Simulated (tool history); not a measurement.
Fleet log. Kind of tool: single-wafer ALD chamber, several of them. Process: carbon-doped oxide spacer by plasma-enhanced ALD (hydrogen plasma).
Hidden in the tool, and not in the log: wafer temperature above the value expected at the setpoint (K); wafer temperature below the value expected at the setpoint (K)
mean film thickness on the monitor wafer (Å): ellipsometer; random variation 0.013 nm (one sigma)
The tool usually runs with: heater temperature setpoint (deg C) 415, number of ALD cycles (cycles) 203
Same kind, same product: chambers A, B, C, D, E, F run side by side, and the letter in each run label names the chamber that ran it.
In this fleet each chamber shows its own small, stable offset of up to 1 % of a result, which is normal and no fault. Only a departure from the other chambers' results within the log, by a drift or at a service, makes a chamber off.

run	hour	heater temperature setpoint (deg C)	number of ALD cycles (cycles)	hours since the last thermocouple change	read-back reference wafer on the same gauge, thickness_nm	mean film thickness on the monitor wafer (Å)
1F	5.8	415	203	150.6	8.8124	97.153
2B	13	415	203	1000.5	8.8123	96.645
3C	22	415	203	342.6	8.8171	96.453
4E	26.3	415	203	1186.4	8.8151	96.822
5A	30.4	415	203	2137.7	8.8147	96.503
6D	36.9	415	203	1010.1	8.8163	97.761
7D	45.6	415	203	1018.8	8.8166	98.112
8A	51.1	415	203	2158.4	8.8196	96.483
9E	55	415	203	1215.1	8.823	96.659
10F	63.7	426	232	208.5	8.8248	107.16
11B	68.4	426	232	1055.9	8.8209	106.32
12C	76.8	426	232	397.4	8.8217	106.39
13E	85.5	426	232	1245.6	8.821	107.11
14A	90.8	426	232	2198.1	8.8249	106.77
15F	95.9	426	232	240.7	8.825	107.2
16D	104.9	415	203	1078.1	8.83	97.988
17C	109	415	203	429.6	8.8286	96.733
18B	116.7	415	203	1104.2	8.8313	96.759
19F	123.5	415	203	268.3	8.8315	97.502
20E	131.6	415	203	1291.7	8.8346	97.002
21A	136.6	415	203	2243.9	8.8354	96.738
22D	144.1	415	203	1117.3	8.8347	98.008
23C	151.1	415	203	471.7	8.8372	96.748
24B	159.8	415	203	1147.3	8.8371	96.629
25C	165.3	415	203	485.9	8.8405	96.79
26E	172.5	429	174	1332.6	8.8407	79.416
27D	181.2	429	174	1154.4	8.8429	80.464
28F	190.2	429	174	335	8.8417	79.691
29A	198.9	429	174	2306.2	8.8474	79.268
30B	207.5	429	174	1195	8.8478	79.371
31E	214.6	429	174	1374.7	8.8489	79.492
32F	219.3	415	203	364.1	8.8462	97.766
33A	228.4	415	203	2335.7	8.8524	97.068
34D	236.1	415	203	1209.3	8.8558	98.339
35C	244.7	415	203	565.3	8.8526	96.932
# hour 248.6: chamber E: thermocouple changed; heater temperature recalibrated
36B	252.4	415	203	1239.9	8.8573	96.663
37F	258.3	415	203	403.1	8.8582	97.805
38E	262.9	415	203	14.3	8.8595	97.139

Is one chamber off against the others, does the gauge drift, or is nothing wrong? If a chamber is off, say which, and what the likeliest cause is.

No chamber is off; the gauge reading every chamber's wafers drifts, which makes the whole fleet appear to move together.
Likeliest cause: gauge reads high (%) = 0.547.

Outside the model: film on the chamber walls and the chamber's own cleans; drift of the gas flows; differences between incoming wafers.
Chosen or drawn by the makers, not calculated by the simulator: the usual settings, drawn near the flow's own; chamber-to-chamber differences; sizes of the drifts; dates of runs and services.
